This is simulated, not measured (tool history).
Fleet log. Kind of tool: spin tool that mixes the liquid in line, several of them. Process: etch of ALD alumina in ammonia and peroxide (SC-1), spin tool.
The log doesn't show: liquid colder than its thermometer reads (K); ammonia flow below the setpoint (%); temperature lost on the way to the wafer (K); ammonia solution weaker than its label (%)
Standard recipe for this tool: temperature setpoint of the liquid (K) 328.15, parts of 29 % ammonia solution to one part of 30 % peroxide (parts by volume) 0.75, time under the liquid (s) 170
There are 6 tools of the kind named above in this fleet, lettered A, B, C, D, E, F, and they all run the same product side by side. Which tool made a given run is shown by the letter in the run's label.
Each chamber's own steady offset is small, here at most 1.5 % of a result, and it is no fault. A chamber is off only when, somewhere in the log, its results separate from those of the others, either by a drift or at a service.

run   hour  temperature setpoint of the liquid (K)  parts of 29 % ammonia solution to one part of 30 % peroxide (parts by volume)  time under the liquid (s)  hours since the thermometer was replaced  hours since the ammonia flow meter was replaced  hours since the heated supply line was repaired  hours since the drum of ammonia solution was connected  read-back film thickness of the ALD alumina reference wafer, read on the same gauge (nm)  thickness taken off the ALD alumina on a monitor wafer (angstrom)
 1E    4.6                                  328.15                                                                           0.75                        170                                     693.1                                            112.6                                            790.4                                                   669.0                                                                                    30.009                                                             132.05
 2A    7.5                                  328.15                                                                           0.75                        170                                    1447.6                                            952.6                                           1576.2                                                   107.2                                                                                    30.001                                                             131.03
 3B   12.8                                  328.15                                                                           0.75                        170                                    1355.4                                           1693.4                                            280.7                                                   171.2                                                                                    29.988                                                             131.64
 4D   18.5                                  328.15                                                                           0.75                        170                                     777.5                                           1831.6                                           1998.9                                                   284.1                                                                                    29.983                                                             130.13
 5C   21.2                                  334.65                                                                           0.75                         95                                    1413.6                                            744.7                                            479.0                                                   286.9                                                                                    29.996                                                             103.81
      21.9  -- chamber A: thermometer replaced
      23.1  -- chamber C: new drum of ammonia solution connected
 6F   24.7                                  334.65                                                                           0.75                         95                                     130.9                                           1274.2                                            643.9                                                   255.3                                                                                    29.997                                                             102.59
 7D   28.5                                  334.65                                                                           0.75                         95                                     787.5                                           1841.6                                           2008.9                                                   294.1                                                                                    30.013                                                             102.30
 8B   34.1                                  334.65                                                                           0.75                         95                                    1376.7                                           1714.7                                            302.0                                                   192.5                                                                                    29.984                                                             104.12
 9C   37.8                                  334.65                                                                           0.75                         95                                    1430.2                                            761.3                                            495.6                                                    14.8                                                                                    30.003                                                             103.56
10A   41.8                                  334.65                                                                           0.75                         95                                      19.9                                            986.9                                           1610.5                                                   141.5                                                                                    29.997                                                             103.15
11F   46.0                                  328.15                                                                           0.75                        170                                     152.2                                           1295.5                                            665.2                                                   276.6                                                                                    30.009                                                             131.14
12E   48.8                                  328.15                                                                           0.75                        170                                     737.3                                            156.8                                            834.6                                                   713.2                                                                                    29.995                                                             133.59
13D   52.1                                  328.15                                                                           0.75                        170                                     811.1                                           1865.2                                           2032.5                                                   317.7                                                                                    29.996                                                             130.76
14A   56.5                                  331.65                                                                           0.75                        170                                      34.6                                           1001.6                                           1625.2                                                   156.2                                                                                    29.995                                                             158.30
15E   61.2                                  331.65                                                                           0.75                        170                                     749.7                                            169.2                                            847.0                                                   725.6                                                                                    29.998                                                             158.90
16C   64.9                                  331.65                                                                           0.75                        170                                    1457.3                                            788.4                                            522.7                                                    41.9                                                                                    29.999                                                             157.74
17B   67.7                                  331.65                                                                           0.75                        170                                    1410.3                                           1748.3                                            335.6                                                   226.1                                                                                    29.988                                                             158.92
      68.5  -- chamber D: ammonia flow meter replaced
18F   71.6                                  331.65                                                                           0.75                        170                                     177.8                                           1321.1                                            690.8                                                   302.2                                                                                    30.007                                                             157.28
19C   76.7                                  331.65                                                                           0.75                        170                                    1469.1                                            800.2                                            534.5                                                    53.7                                                                                    30.004                                                             158.20
20D   79.8                                  328.15                                                                           0.75                        170                                     838.8                                             11.4                                           2060.2                                                   345.4                                                                                    30.014                                                             130.87
21A   82.3                                  328.15                                                                           0.75                        170                                      60.4                                           1027.4                                           1651.0                                                   182.0                                                                                    30.010                                                             131.31
22E   85.9                                  328.15                                                                           0.75                        170                                     774.4                                            193.9                                            871.7                                                   750.3                                                                                    29.984                                                             133.03
23F   89.0                                  328.15                                                                           0.75                        170                                     195.2                                           1338.5                                            708.2                                                   319.6                                                                                    30.001                                                             131.21
24B   92.0                                  328.15                                                                           0.75                        170                                    1434.6                                           1772.6                                            359.9                                                   250.4                                                                                    30.010                                                             132.95
25B   97.3                                  328.15                                                                           0.75                        170                                    1439.9                                           1777.9                                            365.2                                                   255.7                                                                                    29.993                                                             132.68
26F  100.6                                  332.15                                                                           0.75                        220                                     206.8                                           1350.1                                            719.8                                                   331.2                                                                                    29.991                                                             208.57
27A  105.7                                  332.15                                                                           0.75                        220                                      83.8                                           1050.8                                           1674.4                                                   205.4                                                                                    30.003                                                             208.89
     108.7  -- chamber D: new drum of ammonia solution connected
28D  111.0                                  332.15                                                                           0.75                        220                                     870.0                                             42.6                                           2091.4                                                     2.3                                                                                    30.002                                                             209.60
29C  114.7                                  332.15                                                                           0.75                        220                                    1507.1                                            838.2                                            572.5                                                    91.7                                                                                    29.999                                                             204.52
30E  120.2                                  332.15                                                                           0.75                        220                                     808.7                                            228.2                                            906.0                                                   784.6                                                                                    30.005                                                             210.29
31E  125.5                                  332.15                                                                           0.75                        220                                     814.0                                            233.5                                            911.3                                                   789.9                                                                                    30.025                                                             210.44
32A  128.9                                  328.15                                                                           0.75                        170                                     107.0                                           1074.0                                           1697.6                                                   228.6                                                                                    30.004                                                             131.43
33C  131.7                                  328.15                                                                           0.75                        170                                    1524.1                                            855.2                                            589.5                                                   108.7                                                                                    29.982                                                             128.42
34F  134.8                                  328.15                                                                           0.75                        170                                     241.0                                           1384.3                                            754.0                                                   365.4                                                                                    30.005                                                             130.18
35D  139.6                                  328.15                                                                           0.75                        170                                     898.6                                             71.2                                           2120.0                                                    30.9                                                                                    30.021                                                             131.17
36B  143.7                                  328.15                                                                           0.75                        170                                    1486.3                                           1824.3                                            411.6                                                   302.1                                                                                    29.982                                                             132.28

Is one chamber out of step, is the gauge drifting, or do the chambers differ by no more than their own small offsets? For an off chamber, give its letter and the likeliest cause.

One chamber, C, drifts off from the rest bit by bit.
Most likely cause: liquid colder than its thermometer reads (K) = 0.847.
The log may not separate it from: temperature lost on the way to the wafer (K).

Below are 4 candidate recipes for chamber C's next run, each the usual settings with a change, their results shown as question marks. Which of them brings C's results back in line with what the other chambers give on the usual settings?
To be in line, a result may differ from the other chambers' mean on the usual settings by at most: thickness taken off the ALD alumina on a monitor wafer (angstrom) 1.70
37C-1  147.9                                  328.15                                                                           0.70                        170                                                                                                                                                                                                                                                                                                                                                                ?
37C-2  147.9                                  328.15                                                                           0.80                        170                                                                                                                                                                                                                                                                                                                                                                ?
37C-3  147.9                                  328.15                                                                           0.75                        175                                                                                                                                                                                                                                                                                                                                                                ?
37C-4  147.9                                  328.15                                                                           0.75                        165                                                                                                                                                                                                                                                                                                                                                                ?

Mean of the other chambers on the usual settings: thickness taken off the ALD alumina on a monitor wafer (angstrom) 131.61
  run  thickness taken off the ALD alumina on a monitor wafer (angstrom)
37C-1                                                             126.84
37C-2                                                             128.48
37C-3                                                             131.44
37C-4                                                             123.93
The answer is 37C-3, which returns the chamber to within the allowed miss of the others.
